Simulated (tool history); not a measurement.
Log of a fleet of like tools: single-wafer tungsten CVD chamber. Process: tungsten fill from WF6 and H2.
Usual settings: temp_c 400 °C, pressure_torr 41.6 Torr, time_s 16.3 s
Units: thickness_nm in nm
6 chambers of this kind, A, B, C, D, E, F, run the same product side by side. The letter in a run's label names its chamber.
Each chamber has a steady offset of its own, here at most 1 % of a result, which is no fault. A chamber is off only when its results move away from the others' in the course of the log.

run	day	temp_c	pressure_torr	time_s	read-back reference wafer on the same gauge, thickness_nm	thickness_nm
1D	0.308	400	41.6	16.3	57.274	55.308
2C	0.912	400	41.6	16.3	57.280	54.896
3A	1.538	400	41.6	16.3	57.281	55.123
4B	2.017	400	41.6	16.3	57.323	54.659
5F	2.571	400	41.6	16.3	57.290	55.133
6E	2.858	400	41.6	16.3	57.332	54.617
7A	3.204	400	41.6	16.3	57.249	54.898
8C	3.646	394	41.6	17.3	57.281	52.389
9F	3.979	394	41.6	17.3	57.342	52.051
10D	4.438	394	41.6	17.3	57.298	52.800
# day 4.671: chamber F: capacitance manometer re-zeroed and calibrated
11E	4.979	394	41.6	17.3	57.266	51.895
12B	5.621	394	41.6	17.3	57.337	52.256
13F	6.092	394	41.6	17.3	57.326	52.025
14B	6.721	400	41.6	16.3	57.258	54.773
15D	7.075	400	41.6	16.3	57.303	55.381
# day 7.221: chamber B: capacitance manometer re-zeroed and calibrated
16C	7.617	406	41.6	16.3	57.290	61.119
17E	8.008	406	41.6	16.3	57.296	60.716
18A	8.450	406	41.6	16.3	57.334	61.279
19E	8.983	406	41.6	16.3	57.302	60.607
20F	9.392	406	41.6	16.3	57.310	61.204
21A	9.921	406	41.6	16.3	57.324	60.983
22C	10.258	400	41.6	16.3	57.286	54.996
23D	10.812	400	41.6	16.3	57.272	55.401
# day 11.133: chamber D: capacitance manometer re-zeroed and calibrated
24B	11.379	400	41.6	16.3	57.331	53.382
25E	11.967	400	41.6	16.3	57.322	54.589
26F	12.508	400	41.6	16.3	57.325	54.926
27B	13.133	400	41.6	16.3	57.245	53.228
28A	13.412	400	41.6	16.3	57.320	54.894
29C	13.750	400	41.6	16.3	57.336	54.896
30D	14.204	400	41.6	16.3	57.333	55.351
31E	14.608	400	41.6	16.3	57.329	54.804
32C	14.979	400	41.6	16.3	57.303	54.991
33F	15.592	400	41.6	16.3	57.294	55.206
34D	16.217	400	41.6	16.3	57.262	55.533
35A	16.683	400	41.6	16.3	57.277	55.011
36B	17.208	388	50.5	16.3	57.300	46.799

What goes on in this fleet: one chamber off, a drifting gauge, or nothing beyond the chambers' own small offsets? Name the chamber and the cause, if any.

A service left chamber B off against the others.
Cause: true pressure below the setpoint (%) = 5.88.

Here are 4 candidates for chamber B's next run, each the usual settings with a change, their results left as question marks. Which one brings its results back in line with what the others give on the usual settings?
In line means no further than this from the other chambers' mean on the usual settings: thickness_nm 0.600 nm
37B-1	17.667	404	41.6	16.3		?
37B-2	17.667	400	40.9	15.9		?
37B-3	17.667	401	41.9	16.5		?
37B-4	17.667	398	41.0	16.0		?

The other chambers' mean on the usual settings: thickness_nm 55.034 nm
run	thickness_nm
37B-1	57.189
37B-2	51.594
37B-3	55.125
37B-4	50.111
37B-3 brings the chamber back in line.
